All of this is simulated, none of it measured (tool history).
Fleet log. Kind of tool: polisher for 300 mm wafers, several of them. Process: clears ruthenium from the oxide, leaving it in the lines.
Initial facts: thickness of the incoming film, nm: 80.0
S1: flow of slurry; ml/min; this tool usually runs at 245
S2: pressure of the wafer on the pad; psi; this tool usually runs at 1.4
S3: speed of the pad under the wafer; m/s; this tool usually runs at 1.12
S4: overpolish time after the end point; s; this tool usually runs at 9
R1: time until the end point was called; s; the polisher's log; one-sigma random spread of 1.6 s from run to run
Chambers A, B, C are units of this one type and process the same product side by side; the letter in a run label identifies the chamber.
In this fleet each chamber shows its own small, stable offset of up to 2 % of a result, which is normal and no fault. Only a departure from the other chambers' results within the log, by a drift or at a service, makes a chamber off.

run 1C day=0.338 | S1=245 S2=1.4 S3=1.12 S4=9 | R1=105.32
run 2A day=0.679 | S1=245 S2=1.4 S3=1.12 S4=9 | R1=110.03
run 3B day=0.929 | S1=245 S2=1.4 S3=1.12 S4=9 | R1=106.52
run 4C day=1.104 | S1=245 S2=1.4 S3=1.12 S4=9 | R1=107.85
run 5A day=1.342 | S1=245 S2=1.4 S3=1.12 S4=9 | R1=107.94
run 6B day=1.683 | S1=245 S2=1.4 S3=1.12 S4=9 | R1=105.51
-- day=1.729 chamber C: worn pad replaced by a new one
run 7B day=1.9 | S1=320 S2=1.4 S3=1.34 S4=9 | R1=86.264
run 8A day=2.225 | S1=320 S2=1.4 S3=1.34 S4=9 | R1=87.985
run 9C day=2.567 | S1=320 S2=1.4 S3=1.34 S4=9 | R1=86.162
run 10B day=2.738 | S1=245 S2=1.4 S3=1.12 S4=9 | R1=108.05
run 11C day=2.958 | S1=245 S2=1.4 S3=1.12 S4=9 | R1=106.59
-- day=3.158 chamber B: worn pad replaced by a new one
run 12A day=3.217 | S1=245 S2=1.4 S3=1.12 S4=9 | R1=108.19
run 13A day=3.521 | S1=245 S2=1.4 S3=0.82 S4=9 | R1=144.75
-- day=3.6 chamber A: slurry nozzle cleaned
run 14C day=3.721 | S1=245 S2=1.4 S3=0.82 S4=9 | R1=143.41
run 15B day=4.058 | S1=245 S2=1.4 S3=0.82 S4=9 | R1=146.51
-- day=4.096 chamber C: worn pad replaced by a new one
run 16A day=4.246 | S1=245 S2=1.4 S3=1.12 S4=9 | R1=107.78
-- day=4.275 chamber A: worn pad replaced by a new one
-- day=4.317 chamber B: slurry nozzle cleaned
run 17C day=4.417 | S1=245 S2=1.4 S3=1.12 S4=9 | R1=104.95
-- day=4.421 chamber B: head pressure recalibrated
run 18B day=4.633 | S1=245 S2=1.4 S3=1.12 S4=9 | R1=118.26
run 19B day=4.846 | S1=245 S2=1.4 S3=1.12 S4=9 | R1=116.75
run 20C day=5.038 | S1=245 S2=1.4 S3=1.12 S4=9 | R1=104.94
run 21A day=5.388 | S1=245 S2=1.4 S3=1.12 S4=9 | R1=105.84
run 22C day=5.729 | S1=245 S2=1.4 S3=1.12 S4=9 | R1=102.12
run 23B day=6.083 | S1=245 S2=1.4 S3=1.12 S4=9 | R1=119.64
run 24A day=6.354 | S1=245 S2=1.4 S3=0.86 S4=9 | R1=137.51
run 25B day=6.6 | S1=245 S2=1.4 S3=0.86 S4=9 | R1=151.46
-- day=6.758 chamber C: worn pad replaced by a new one
run 26A day=6.929 | S1=245 S2=1.4 S3=0.86 S4=9 | R1=142.01
run 27C day=7.167 | S1=245 S2=1 S3=1.42 S4=9 | R1=115.66
-- day=7.283 chamber B: worn pad replaced by a new one
run 28C day=7.404 | S1=245 S2=1 S3=1.42 S4=9 | R1=118.38
run 29B day=7.662 | S1=245 S2=1 S3=1.42 S4=9 | R1=129.96

Read the log: is a single chamber off, either drifting away or since a service, is the gauge that measures every chamber drifting, or is nothing wrong beyond small per-chamber offsets? Name any odd chamber and what most likely caused it.

Chamber B came out of a service off from its peers and stayed that way.
Cause: head's pressure below its setpoint, % = 9.47.

Chamber B could run next with any of the 4 candidate recipes listed below; each alters the usual settings, and their results appear as question marks. Which one brings its results back in line with what the other chambers deliver on the usual settings?
Counts as in line when no further than this from what the other chambers average on the usual settings: R1 5.7 s
run 30B-1 day=7.925 | S1=240 S2=1.3 S3=1 S4=9 | R1=?
run 30B-2 day=7.925 | S1=245 S2=1.3 S3=1.08 S4=9 | R1=?
run 30B-3 day=7.925 | S1=250 S2=1.7 S3=1.12 S4=9 | R1=?
run 30B-4 day=7.925 | S1=245 S2=1.4 S3=1.24 S4=9 | R1=?

Mean of the other chambers on the usual settings: R1 106.51 s
run=30B-1 R1=142.47
run=30B-2 R1=131.72
run=30B-3 R1=97.127
run=30B-4 R1=106.73
The right change is 30B-4: it brings the chamber back within the allowed miss of the others.
